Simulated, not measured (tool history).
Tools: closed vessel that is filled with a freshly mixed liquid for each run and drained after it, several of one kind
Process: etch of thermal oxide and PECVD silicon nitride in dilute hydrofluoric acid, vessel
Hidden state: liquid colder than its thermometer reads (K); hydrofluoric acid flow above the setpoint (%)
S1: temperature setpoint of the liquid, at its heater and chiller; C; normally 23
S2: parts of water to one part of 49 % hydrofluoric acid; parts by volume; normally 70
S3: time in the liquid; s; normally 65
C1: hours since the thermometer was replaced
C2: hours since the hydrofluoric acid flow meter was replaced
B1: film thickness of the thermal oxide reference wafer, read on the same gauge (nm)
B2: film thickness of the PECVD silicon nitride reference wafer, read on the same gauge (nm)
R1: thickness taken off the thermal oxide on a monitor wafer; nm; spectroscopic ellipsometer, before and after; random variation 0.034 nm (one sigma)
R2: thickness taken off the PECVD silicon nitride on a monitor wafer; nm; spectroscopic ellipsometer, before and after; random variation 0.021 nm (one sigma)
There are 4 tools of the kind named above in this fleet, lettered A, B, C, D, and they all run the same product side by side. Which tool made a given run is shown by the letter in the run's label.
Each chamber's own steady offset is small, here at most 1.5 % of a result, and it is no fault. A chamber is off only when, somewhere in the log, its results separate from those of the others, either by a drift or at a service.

run   hour  S1  S2  S3      C1      C2      B1      B2      R1      R2
 1D    6.1  23  70  65   548.4  1596.8  109.98  109.97    4.19   3.633
        14  -- chamber A: hydrofluoric acid flow meter replaced
 2A   15.1  23  70  65   421.5     1.2     110  110.01  4.2201  3.6509
 3B   24.3  23  70  65   823.5  1607.5  110.01  109.97  4.1385  3.6694
 4C   35.1  23  70  65     474   474.6  110.02  109.99  4.1187  3.6418
 5B   43.4  23  70  65   842.6  1626.6  110.01     110  4.1552  3.6581
 6A     53  23  70  65   459.4    39.1  109.99  110.02  4.2696  3.6695
      64.2  -- chamber D: hydrofluoric acid flow meter replaced
 7C   64.5  23  70  65   503.4     504  110.01  110.03  4.2141  3.6644
 8D   72.3  23  70  65   614.6     8.1     110  110.02  4.1132  3.6012
 9A   78.5  23  70  65   484.9    64.6  109.97     110  4.1661  3.6446
10D   86.1  23  70  65   628.4    21.9  110.01     110   4.179    3.66
11B   93.9  23  70  65   893.1  1677.1     110  109.97  4.1465  3.6447
12C  101.6  23  70  65   540.5   541.1  110.01  110.01  4.2285  3.6283
13D  109.4  23  50  65   651.7    45.2  110.01  110.04  6.0048  5.0548
14B  116.7  23  50  65   915.9  1699.9     110     110  5.9888  5.1339
15A  127.6  23  50  65     534   113.7  109.99     110  6.0716  5.1092
16C  133.8  23  50  65   572.7   573.3  109.99  110.02  5.9439  5.0507
17C  141.2  23  70  65   580.1   580.7     110  109.98  4.1667  3.6779
     143.1  -- chamber C: hydrofluoric acid flow meter replaced
18D  147.5  23  70  65   689.8    83.3  109.97     110  4.1323  3.6175
19A  155.1  19  95  65   561.5   141.2  109.98     110  2.5705  2.0816
20B  167.2  19  95  65   966.4  1750.4  110.01  109.99  2.5293  2.0671
21D  177.5  19  95  65   719.8   113.3  110.03  110.01  2.5065  2.0385
22C  183.3  19  95  65   622.2    40.3  110.02  110.01  2.5686  2.0758
23B  190.7  23  70  65   989.9  1773.9  109.97  109.99  4.1548   3.637
24A  202.3  23  70  65   608.7   188.4  109.98  110.02  4.1994  3.6473
25B  214.6  23  70  65  1013.8  1797.8  109.99  110.02  4.1474  3.6517
26A  221.5  23  70  65   627.9   207.6     110     110   4.197  3.6919
27D    228  23  70  65   770.3   163.8  109.99  109.98  4.1916  3.6147
28C  234.2  23  70  65   673.1    91.2  109.98     110  4.2372  3.6502
29A  240.5  23  70  65   646.9   226.6  110.02     110  4.1848   3.647

The same settings go to every chamber for the next run, one line per chamber below. Forecast the results for each:
30A  249.6  23  90  65                   ?   ?
30B  249.6  23  90  65                   ?   ?
30C  249.6  23  90  65                   ?   ?
30D  249.6  23  90  65                   ?   ?

run      R1      R2
30A  3.1855  2.8489
30B  3.1549  2.8799
30C  3.1875  2.8238
30D  3.1644  2.8417
